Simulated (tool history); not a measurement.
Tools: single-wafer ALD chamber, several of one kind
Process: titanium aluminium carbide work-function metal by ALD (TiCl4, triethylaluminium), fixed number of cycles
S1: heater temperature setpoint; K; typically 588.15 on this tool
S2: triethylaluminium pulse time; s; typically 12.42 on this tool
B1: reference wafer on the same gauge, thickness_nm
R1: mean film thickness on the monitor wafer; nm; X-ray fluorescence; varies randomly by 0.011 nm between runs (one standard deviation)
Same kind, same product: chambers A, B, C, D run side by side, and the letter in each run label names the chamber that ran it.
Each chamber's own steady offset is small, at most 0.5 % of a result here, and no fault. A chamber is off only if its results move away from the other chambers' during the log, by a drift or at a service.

run   hour      S1     S2      B1      R1
 1D    5.6  588.15  12.42  1.7798  2.1585
 2B   11.5  588.15  12.42  1.7821  2.1536
 3C   16.7  588.15  12.42  1.7801  2.1441
 4A   22.5  588.15  12.42  1.7787  2.1404
      22.9  -- chamber D: thermocouple changed; heater temperature recalibrated
 5C   31.8  588.15   8.97  1.7814  2.1018
 6B     37  588.15   8.97  1.7793   2.109
 7D     44  588.15   8.97  1.7791  2.0642
 8A   52.7  588.15   8.97  1.7783  2.0881
 9C   57.1  588.15  16.96  1.7818  2.1827
10D   61.5  588.15  16.96  1.7813  2.1656
11A   66.8  588.15  16.96  1.7811   2.191
12B   76.1  588.15  16.96  1.7802  2.2041
13A   81.7  593.15  16.78  1.7775  2.2339
14C     86  593.15  16.78  1.7805  2.2343
15B   93.6  593.15  16.78  1.7786  2.2232
16D   98.7  593.15  16.78  1.7791   2.215
17C  106.5  588.15  12.42  1.7805  2.1709
18A  111.2  588.15  12.42  1.7799  2.1631
19B  120.3  588.15  12.42  1.7786  2.1831
20D    129  588.15  12.42  1.7809  2.1029
21D    138  588.15  12.42    1.78  2.0844
22C  144.7  602.15  12.42  1.7803  2.3027
23B  151.2  602.15  12.42  1.7785  2.3089
24A  157.8  602.15  12.42  1.7799  2.2833

For the next run the whole fleet of 4 chambers uses the same settings. Give each chamber's results:
25A  164.9  581.15  12.42       ?
25B  164.9  581.15  12.42       ?
25C  164.9  581.15  12.42       ?
25D  164.9  581.15  12.42       ?

run      R1
25A  2.0903
25B  2.1009
25C  2.1179
25D  1.9872
